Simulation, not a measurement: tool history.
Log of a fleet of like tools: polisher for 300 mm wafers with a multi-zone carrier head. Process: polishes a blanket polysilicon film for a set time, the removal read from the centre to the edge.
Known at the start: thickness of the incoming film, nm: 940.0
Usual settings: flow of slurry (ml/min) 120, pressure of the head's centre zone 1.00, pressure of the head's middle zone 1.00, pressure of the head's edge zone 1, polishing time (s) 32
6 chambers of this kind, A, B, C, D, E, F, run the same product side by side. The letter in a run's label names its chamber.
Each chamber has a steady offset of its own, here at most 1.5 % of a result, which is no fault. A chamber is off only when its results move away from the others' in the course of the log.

run   hour  flow of slurry (ml/min)  pressure of the head's centre zone  pressure of the head's middle zone  pressure of the head's edge zone  polishing time (s)  wafers polished on this pad  hours since the slurry nozzle was cleaned  hours since the centre zone pressure was calibrated  hours since the edge zone pressure was calibrated  film removed at the wafer's centre (Å)  film removed at mid-radius (Å)  film removed at the wafer's edge (Å)
       0.5  -- chamber D: worn pad replaced by a new one
 1F    8.2                      120                                1.00                                1.00                                 1                  32                          407                                      364.5                                                378.8                                              315.1                                  1934.5                          1953.1                                1950.5
 2C   15.8                      120                                1.00                                1.00                                 1                  32                         1201                                      307.3                                                216.9                                              160.1                                  1918.3                          1910.7                                1943.7
 3B   19.9                      120                                1.00                                1.00                                 1                  32                          751                                       88.2                                               1247.4                                              317.9                                  1940.3                          1944.2                                1924.7
      21.5  -- chamber A: worn pad replaced by a new one
      22.7  -- chamber B: worn pad replaced by a new one
      24.3  -- chamber C: worn pad replaced by a new one
 4E   24.5                      120                                1.00                                1.00                                 1                  32                          346                                      369.5                                                640.6                                              282.6                                  1948.9                          1902.7                                1903.9
 5A   29.5                      120                                1.00                                1.00                                 1                  32                           88                                      220.3                                                170.2                                               93.8                                  1937.1                          1893.7                                1929.1
      29.8  -- chamber B: centre zone pressure recalibrated
      34.9  -- chamber E: slurry nozzle cleaned
 6D   35.5                      120                                0.93                                1.00                                 1                  32                          388                                      606.1                                                687.0                                              516.0                                  1784.9                          1947.7                                1918.7
 7C   41.2                      120                                0.93                                1.00                                 1                  32                          188                                      332.7                                                242.3                                              185.5                                  1776.5                          1901.3                                1955.5
 8A   47.5                      120                                0.93                                1.00                                 1                  32                          288                                      238.3                                                188.2                                              111.8                                  1778.4                          1950.3                                1942.9
      49.3  -- chamber F: worn pad replaced by a new one
 9B   51.9                      120                                0.93                                1.00                                 1                  32                          324                                      120.2                                                 22.2                                              349.9                                  1791.5                          1958.0                                1919.9
      52.6  -- chamber D: worn pad replaced by a new one
10E   58.8                      120                                0.93                                1.00                                 1                  32                          727                                       23.9                                                674.9                                              316.9                                  1794.4                          1976.5                                1906.3
      58.9  -- chamber A: slurry nozzle cleaned
      61.9  -- chamber F: slurry nozzle cleaned
11D   64.0                      120                                0.93                                1.00                                 1                  32                          126                                      634.6                                                715.5                                              544.5                                  1766.0                          1982.3                                1917.9
12F   69.7                      120                                1.00                                1.00                                 1                  32                          227                                        7.9                                                440.3                                              376.6                                  1917.6                          1953.1                                1941.6
13A   74.8                      105                                1.05                                1.00                                 1                  32                          591                                       15.9                                                215.5                                              139.1                                  1965.9                          1833.9                                1888.9
      76.7  -- chamber A: worn pad replaced by a new one
      78.7  -- chamber E: worn pad replaced by a new one
14C   83.2                      105                                1.05                                1.00                                 1                  32                          654                                      374.7                                                284.3                                              227.5                                  1920.1                          1818.3                                1853.4
      87.7  -- chamber B: worn pad replaced by a new one
15B   89.1                      105                                1.05                                1.00                                 1                  32                           16                                      157.4                                                 59.4                                              387.1                                  1999.8                          1895.1                                1850.1
16F   97.3                      105                                1.05                                1.00                                 1                  32                          533                                       35.5                                                467.9                                              404.2                                  1934.7                          1886.1                                1914.2
17E  102.0                      105                                1.05                                1.00                                 1                  32                          259                                       67.1                                                718.1                                              360.1                                  1974.3                          1858.8                                1896.6
     107.8  -- chamber D: slurry nozzle cleaned
18D  108.3                      105                                1.05                                1.00                                 1                  32                          618                                        0.5                                                759.8                                              588.8                                  1945.3                          1891.2                                1865.6
     111.0  -- chamber D: worn pad replaced by a new one
     113.0  -- chamber F: worn pad replaced by a new one
19C  113.9                      120                                1.00                                1.00                                 1                  32                          995                                      405.4                                                315.0                                              258.2                                  1879.6                          1863.0                                1911.4
20A  117.8                      120                                1.00                                1.00                                 1                  32                          457                                       58.9                                                258.5                                              182.1                                  1941.2                          1912.0                                1951.1
     121.4  -- chamber F: centre zone pressure recalibrated
21B  122.0                      120                                1.00                                1.00                                 1                  32                          381                                      190.3                                                 92.3                                              420.0                                  1934.2                          1972.2                                1887.6
22D  130.2                      120                                1.00                                1.00                                 1                  32                          213                                       22.4                                                781.7                                              610.7                                  1912.1                          1928.1                                1906.7
     136.2  -- chamber A: worn pad replaced by a new one
23E  137.9                      120                                1.00                                1.00                                 1                  32                          657                                      103.0                                                754.0                                              396.0                                  1974.1                          1951.5                                1922.4
24F  143.1                      120                                1.00                                1.00                                 1                  32                          334                                       81.3                                                 21.7                                              450.0                                  1948.6                          1923.6                                1968.1
     143.7  -- chamber C: centre zone pressure recalibrated
     150.5  -- chamber B: worn pad replaced by a new one
25E  150.9                      120                                1.00                                1.00                                 1                  32                          802                                      116.0                                                767.0                                              409.0                                  1936.9                          1953.1                                1918.8
     152.1  -- chamber C: worn pad replaced by a new one
26B  157.7                      120                                1.00                                1.00                                 1                  32                           80                                      226.0                                                128.0                                              455.7                                  1952.5                          1929.0                                1900.7
27A  162.1                      120                                1.00                                1.00                                 1                  32                          288                                      103.2                                                302.8                                              226.4                                  1913.2                          1944.8                                1942.4
     164.2  -- chamber E: worn pad replaced by a new one
28C  167.6                      120                                1.00                                1.00                                 1                  32                          172                                      459.1                                                 24.0                                              311.9                                  1837.7                          1815.3                                1879.8
     169.3  -- chamber D: worn pad replaced by a new one
29D  171.8                      120                                1.00                                1.00                                 1                  32                           28                                       64.0                                                823.3                                              652.3                                  1891.7                          1918.0                                1913.7
30F  178.8                      120                                1.00                                1.00                                 1                  32                          730                                      117.0                                                 57.4                                              485.7                                  1932.2                          1934.4                                1943.1
31C  182.9                      120                                1.00                                1.00                                 1                  32                          342                                      474.4                                                 39.3                                              327.2                                  1831.7                          1833.4                                1862.4
     186.5  -- chamber F: worn pad replaced by a new one
     186.9  -- chamber A: worn pad replaced by a new one
32A  191.6                      155                                1.00                                1.09                                 1                  32                           52                                      132.7                                                332.3                                              255.9                                  2071.7                          2199.4                                1995.7
33D  196.7                      155                                1.00                                1.09                                 1                  32                          304                                       88.9                                                848.2                                              677.2                                  1996.2                          2260.1                                1989.5
34F  204.5                      155                                1.00                                1.09                                 1                  32                          200                                      142.7                                                 83.1                                              511.4                                  2051.4                          2208.7                                2027.2
35B  210.8                      155                                1.00                                1.09                                 1                  32                          670                                      279.1                                                181.1                                              508.8                                  2067.7                          2259.8                                1978.1
     212.4  -- chamber B: worn pad replaced by a new one
36E  214.9                      155                                1.00                                1.09                                 1                  32                          563                                      180.0                                                831.0                                              473.0                                  2048.2                          2204.5                                2003.0
37B  223.0                      155                                1.00                                1.09                                 1                  32                          118                                      291.3                                                193.3                                              521.0                                  2096.3                          2199.2                                1998.5
     223.6  -- chamber D: worn pad replaced by a new one
38A  227.9                      120                                1.00                                1.00                                 1                  32                          455                                      169.0                                                368.6                                              292.2                                  1926.3                          1924.1                                1940.2
39F  234.7                      120                                1.00                                1.00                                 1                  32                          535                                      172.9                                                113.3                                              541.6                                  1917.3                          1927.1                                1979.6
40C  242.4                      120                                1.00                                1.00                                 1                  32                         1003                                      533.9                                                 98.8                                              386.7                                  1792.1                          1794.2                                1854.7
41E  246.5                      120                                1.05                                1.00                                 1                  32                          914                                      211.6                                                862.6                                              504.6                                  2070.3                          1913.2                                1937.8
42D  254.2                      120                                1.05                                1.00                                 1                  32                          340                                      146.4                                                905.7                                              734.7                                  2032.9                          1958.5                                1910.1

What goes on in this fleet: one chamber off, a drifting gauge, or nothing beyond the chambers' own small offsets? Name the chamber and the cause, if any.

Chamber C drifts away from the others.
Cause: slurry flow missing at the pad, % = 25.3.

Here are 4 candidates for chamber C's next run, each the usual settings with a change, their results left as question marks. Which one brings its results back in line with what the others give on the usual settings?
In line means no further than this from the other chambers' mean on the usual settings: film removed at the wafer's centre (Å) 57.0; film removed at mid-radius (Å) 72.0; film removed at the wafer's edge (Å) 57.0
43C-1  260.5                      115                                0.98                                0.97                              1.02                  30                                                                                                                                                                                                                       ?                               ?                                     ?
43C-2  260.5                      110                                0.97                                0.95                              1.03                  29                                                                                                                                                                                                                       ?                               ?                                     ?
43C-3  260.5                      125                                1.02                                1.03                              0.98                  34                                                                                                                                                                                                                       ?                               ?                                     ?
43C-4  260.5                      130                                1.03                                1.05                              0.97                  35                                                                                                                                                                                                                       ?                               ?                                     ?

The other chambers' mean on the usual settings: film removed at the wafer's centre (Å) 1934.8; film removed at mid-radius (Å) 1935.5; film removed at the wafer's edge (Å) 1928.5
  run  film removed at the wafer's centre (Å)  film removed at mid-radius (Å)  film removed at the wafer's edge (Å)
43C-1                                  1591.6                          1574.7                                1722.7
43C-2                                  1495.6                          1471.5                                1658.5
43C-3                                  1941.7                          1936.2                                1942.8
43C-4                                  2047.3                          2052.6                                2004.1
43C-3 brings the chamber back in line.
